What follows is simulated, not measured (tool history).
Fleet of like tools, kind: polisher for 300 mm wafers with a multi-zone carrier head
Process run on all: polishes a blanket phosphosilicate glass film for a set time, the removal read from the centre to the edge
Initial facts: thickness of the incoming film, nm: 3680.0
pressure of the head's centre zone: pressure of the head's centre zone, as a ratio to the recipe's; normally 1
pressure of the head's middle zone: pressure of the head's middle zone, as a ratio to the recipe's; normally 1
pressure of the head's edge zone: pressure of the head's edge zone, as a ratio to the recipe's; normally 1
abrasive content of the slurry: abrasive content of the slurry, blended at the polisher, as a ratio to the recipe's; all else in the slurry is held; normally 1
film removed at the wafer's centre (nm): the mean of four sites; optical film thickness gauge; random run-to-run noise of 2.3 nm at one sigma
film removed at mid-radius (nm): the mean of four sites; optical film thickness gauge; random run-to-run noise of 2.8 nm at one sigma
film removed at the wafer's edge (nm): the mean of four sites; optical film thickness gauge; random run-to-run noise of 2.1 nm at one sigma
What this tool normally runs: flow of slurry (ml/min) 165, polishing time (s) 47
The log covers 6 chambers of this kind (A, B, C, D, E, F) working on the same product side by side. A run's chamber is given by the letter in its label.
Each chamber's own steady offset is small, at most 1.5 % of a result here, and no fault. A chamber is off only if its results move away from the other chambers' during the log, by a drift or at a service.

run   hour  flow of slurry (ml/min)  pressure of the head's centre zone  pressure of the head's middle zone  pressure of the head's edge zone  abrasive content of the slurry  polishing time (s)  film removed at the wafer's centre (nm)  film removed at mid-radius (nm)  film removed at the wafer's edge (nm)
         1  -- chamber E: worn pad replaced by a new one
 1D    7.6                      165                                   1                                   1                                 1                               1                  47                                   209.77                           208.18                                 210.85
 2C     15                      165                                   1                                   1                                 1                               1                  47                                   215.23                           217.13                                 218.38
 3F   24.1                      165                                   1                                   1                                 1                               1                  47                                   210.97                            215.2                                 208.05
      24.2  -- chamber C: worn pad replaced by a new one
 4A     29                      165                                   1                                   1                                 1                               1                  47                                   207.16                           211.66                                 215.41
        33  -- chamber F: slurry nozzle cleaned
 5B     38                      165                                   1                                   1                                 1                               1                  47                                    209.6                           204.39                                 205.91
 6E   46.2                      165                                   1                                   1                                 1                             0.9                  47                                   207.93                           198.28                                 196.86
      47.8  -- chamber B: worn pad replaced by a new one
      51.4  -- chamber D: slurry nozzle cleaned
 7D   55.6                      165                                   1                                   1                                 1                             0.9                  47                                   197.83                           201.33                                 197.97
 8B   65.1                      165                                   1                                   1                                 1                             0.9                  47                                   199.92                           201.18                                    198
 9C   70.9                      165                                   1                                   1                                 1                             0.9                  47                                   202.43                           195.71                                 203.29
      72.5  -- chamber D: worn pad replaced by a new one
10A   78.2                      165                                   1                                   1                                 1                             0.9                  47                                   195.81                           200.98                                  198.5
11F   83.5                      165                                   1                                   1                                 1                             0.9                  47                                   198.37                           200.87                                 199.71
12E   87.9                      165                                   1                                   1                                 1                               1                  47                                   207.82                           214.14                                 208.27
        92  -- chamber F: worn pad replaced by a new one
      92.1  -- chamber A: worn pad replaced by a new one
13A   94.6                      165                                   1                                   1                                 1                               1                  47                                   206.62                           212.06                                 210.45
14D  100.6                      165                                   1                                   1                                 1                               1                  47                                   210.09                           209.86                                 210.35
15C  105.5                      165                                   1                                   1                                 1                               1                  47                                   212.71                           210.62                                 215.32
16F  110.4                      165                                   1                                   1                                 1                               1                  47                                   212.02                           207.27                                 210.98
17B  119.9                      165                                   1                                   1                              1.07                            0.75                  47                                   181.49                           180.24                                 188.35
     123.7  -- chamber C: slurry nozzle cleaned
18E  129.3                      165                                   1                                   1                              1.07                            0.75                  47                                   181.18                           184.69                                 192.26
     130.3  -- chamber B: slurry nozzle cleaned
     136.2  -- chamber B: worn pad replaced by a new one
19F  138.1                      165                                   1                                   1                              1.07                            0.75                  47                                   184.21                           185.32                                 188.79
     146.4  -- chamber E: slurry nozzle cleaned
20D    147                      165                                   1                                   1                              1.07                            0.75                  47                                   180.25                           184.17                                 190.75
21C  155.6                      165                                   1                                   1                              1.07                            0.75                  47                                   181.75                           182.42                                 192.57
     156.8  -- chamber E: centre zone pressure recalibrated
     160.7  -- chamber A: edge zone pressure recalibrated
     161.6  -- chamber E: worn pad replaced by a new one
22E  165.1                      165                                   1                                   1                              1.07                            0.75                  47                                   197.11                           181.26                                 190.59
23B  170.2                      165                                   1                                   1                              0.91                               1                  47                                   207.21                           211.58                                 197.05
24A  177.7                      165                                   1                                   1                              0.91                               1                  47                                   215.56                            207.2                                 201.78
     179.7  -- chamber C: worn pad replaced by a new one
     183.7  -- chamber C: centre zone pressure recalibrated
25F  186.1                      165                                   1                                   1                              0.91                               1                  47                                   212.04                           209.84                                  200.7
26C  194.2                      165                                   1                                   1                              0.91                               1                  47                                   216.17                           213.58                                 203.66
     196.7  -- chamber A: slurry nozzle cleaned
     196.9  -- chamber F: worn pad replaced by a new one
27D  198.7                      165                                   1                                   1                              0.91                               1                  47                                    208.5                           208.42                                 201.02
     200.5  -- chamber D: centre zone pressure recalibrated
     205.5  -- chamber D: edge zone pressure recalibrated
28A    207                      165                                   1                                   1                              0.91                               1                  47                                   211.84                           210.42                                 197.78
     209.4  -- chamber D: worn pad replaced by a new one
29E  211.9                      165                                   1                                   1                                 1                               1                  47                                   229.41                           215.41                                 207.38
30B  216.5                      165                                   1                                   1                                 1                               1                  47                                   205.85                           209.81                                 208.24
31B  221.2                      165                                   1                                   1                                 1                               1                  47                                   210.41                           209.69                                  209.5
32F    226                      165                                   1                                0.92                                 1                               1                  47                                   209.64                           198.77                                 208.72
     227.8  -- chamber A: worn pad replaced by a new one
33D  233.5                      165                                   1                                0.92                                 1                               1                  47                                    206.9                           192.88                                 210.79
34E  241.8                      165                                   1                                0.92                                 1                               1                  47                                   228.36                           190.76                                 211.48
35A    248                      165                                   1                                0.92                                 1                               1                  47                                    208.6                           198.15                                 212.47
     250.4  -- chamber B: worn pad replaced by a new one
36C  257.6                      165                                   1                                0.92                                 1                               1                  47                                   213.59                           196.91                                 217.35
     257.9  -- chamber D: slurry nozzle cleaned
37A  265.5                      165                                   1                                0.92                                 1                               1                  47                                   204.96                            191.3                                 212.62
38B  272.4                      165                                   1                                   1                                 1                               1                  37                                   162.74                           166.07                                 164.51
39D  280.1                      165                                   1                                   1                                 1                               1                  37                                   164.67                           168.67                                 162.78
40C  285.3                      165                                   1                                   1                                 1                               1                  37                                   167.04                           164.74                                  166.1

Decide between three cases: one chamber stands off from its peers, the gauge reading all wafers drifts, or nothing is wrong past each chamber's small offset. Where a chamber is off, say which and what most likely put it there.

A service on chamber E put it out of line with the rest.
Most likely cause: centre zone's pressure above its setpoint, % = 7.88.

Which of the 4 candidates below, each the usual settings with something changed and its results left as question marks, puts chamber E back in line with what the other chambers give on the usual settings?
In line means no further than this from the other chambers' mean on the usual settings: film removed at the wafer's centre (nm) 8.1; film removed at mid-radius (nm) 10; film removed at the wafer's edge (nm) 7.4
41E-1  292.4                      160                                0.93                                1.02                              1.03                               1                  47                                        ?                                ?                                      ?
41E-2  292.4                      170                                1.07                                0.98                              0.97                               1                  47                                        ?                                ?                                      ?
41E-3  292.4                      165                                0.99                                   1                              1.01                               1                  47                                        ?                                ?                                      ?
41E-4  292.4                      165                                1.01                                   1                              0.99                               1                  47                                        ?                                ?                                      ?

Mean of the other chambers on the usual settings: film removed at the wafer's centre (nm) 210.6; film removed at mid-radius (nm) 211.46; film removed at the wafer's edge (nm) 210.86
  run  film removed at the wafer's centre (nm)  film removed at mid-radius (nm)  film removed at the wafer's edge (nm)
41E-1                                   209.99                           214.13                                 211.91
41E-2                                   247.56                           208.53                                 206.98
41E-3                                   226.22                           211.39                                 210.59
41E-4                                    231.2                           211.37                                 208.37
41E-1 brings the chamber back in line.
